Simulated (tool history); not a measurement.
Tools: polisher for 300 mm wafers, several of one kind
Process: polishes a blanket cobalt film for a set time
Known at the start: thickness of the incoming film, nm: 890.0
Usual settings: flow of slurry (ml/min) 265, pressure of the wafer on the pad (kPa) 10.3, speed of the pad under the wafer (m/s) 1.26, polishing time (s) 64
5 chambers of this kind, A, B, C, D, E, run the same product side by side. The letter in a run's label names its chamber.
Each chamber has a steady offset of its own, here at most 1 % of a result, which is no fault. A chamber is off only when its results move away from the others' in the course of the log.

run,hour,flow of slurry (ml/min),pressure of the wafer on the pad (kPa),speed of the pad under the wafer (m/s),polishing time (s),wafers polished on this pad,hours since the slurry nozzle was cleaned,hours since the head pressure was calibrated,film removed (nm)
# hour 0.7: chamber D: worn pad replaced by a new one
# hour 3.1: chamber C: worn pad replaced by a new one
1D,3.8,265,10.3,1.26,64,40,425.5,717.1,265.00
2A,11.0,265,10.3,1.26,64,584,340.6,177.9,266.30
3C,17.6,265,10.3,1.26,64,183,134.2,1186.4,270.81
# hour 18.2: chamber A: worn pad replaced by a new one
4E,25.8,265,10.3,1.26,64,636,319.3,207.9,262.56
5B,32.3,265,10.3,1.26,64,435,145.0,361.4,264.76
# hour 35.1: chamber E: worn pad replaced by a new one
6B,40.7,265,10.3,1.44,64,541,153.4,369.8,304.24
7A,48.3,265,10.3,1.44,64,381,377.9,215.2,302.50
8E,53.5,265,10.3,1.44,64,233,347.0,235.6,305.08
9D,57.4,265,10.3,1.44,64,719,479.1,770.7,295.46
10C,64.1,265,10.3,1.44,64,772,180.7,1232.9,301.55
# hour 69.4: chamber A: worn pad replaced by a new one
# hour 71.8: chamber B: worn pad replaced by a new one
11B,72.4,265,10.3,1.26,64,8,185.1,401.5,265.46
# hour 74.3: chamber D: worn pad replaced by a new one
12A,77.1,265,10.3,1.26,64,98,406.7,244.0,261.45
# hour 79.0: chamber A: slurry nozzle cleaned
13E,82.1,265,10.3,1.26,64,595,375.6,264.2,264.78
# hour 85.5: chamber E: worn pad replaced by a new one
14D,88.1,265,10.3,1.26,64,175,509.8,801.4,265.85
15C,93.4,265,10.3,1.26,64,1143,210.0,1262.2,268.11
16A,101.6,265,10.3,1.26,72,408,22.6,268.5,300.50
# hour 102.0: chamber C: worn pad replaced by a new one
17D,107.9,265,10.3,1.26,72,426,529.6,821.2,296.41
# hour 109.6: chamber B: slurry nozzle cleaned
# hour 109.8: chamber A: worn pad replaced by a new one
18C,113.8,265,10.3,1.26,72,150,230.4,1282.6,301.73
19B,122.3,265,10.3,1.26,72,640,12.7,451.4,300.29
20E,127.6,265,10.3,1.26,72,533,421.1,309.7,294.15
21A,135.6,300,10.3,1.26,72,326,56.6,302.5,301.82
22C,141.4,300,10.3,1.26,72,500,258.0,1310.2,306.29
# hour 144.1: chamber E: worn pad replaced by a new one
# hour 145.8: chamber D: worn pad replaced by a new one
23E,149.7,300,10.3,1.26,72,71,443.2,331.8,303.91
24B,153.5,300,10.3,1.26,72,1035,43.9,482.6,305.43
# hour 155.3: chamber B: worn pad replaced by a new one
25D,158.2,300,10.3,1.26,72,157,579.9,871.5,301.13
# hour 159.5: chamber A: worn pad replaced by a new one
26C,162.2,265,10.3,1.26,64,763,278.8,1331.0,265.45
27A,167.6,265,10.3,1.26,64,103,88.6,334.5,270.05
28B,171.8,265,10.3,1.26,64,209,62.2,500.9,266.82
29D,176.5,265,10.3,1.26,64,389,598.2,889.8,259.98
30E,182.0,265,10.3,1.26,64,480,475.5,364.1,264.45
# hour 182.2: chamber D: head pressure recalibrated
# hour 185.8: chamber C: worn pad replaced by a new one
31D,187.2,265,10.3,1.26,64,524,608.9,5.0,269.40
32C,192.6,200,10.3,1.12,64,87,309.2,1361.4,225.38
33A,198.1,200,10.3,1.12,64,489,119.1,365.0,226.68
# hour 205.0: chamber E: worn pad replaced by a new one
34E,206.0,200,10.3,1.12,64,13,499.5,388.1,225.48
35B,210.7,200,10.3,1.12,64,702,101.1,539.8,224.99

Next, every chamber runs the same settings. What will each give?
36A,217.0,265,10.3,1.26,64,,,,?
36B,217.0,265,10.3,1.26,64,,,,?
36C,217.0,265,10.3,1.26,64,,,,?
36D,217.0,265,10.3,1.26,64,,,,?
36E,217.0,265,10.3,1.26,64,,,,?

run,film removed (nm)
36A,263.78
36B,270.42
36C,260.82
36D,265.30
36E,265.68

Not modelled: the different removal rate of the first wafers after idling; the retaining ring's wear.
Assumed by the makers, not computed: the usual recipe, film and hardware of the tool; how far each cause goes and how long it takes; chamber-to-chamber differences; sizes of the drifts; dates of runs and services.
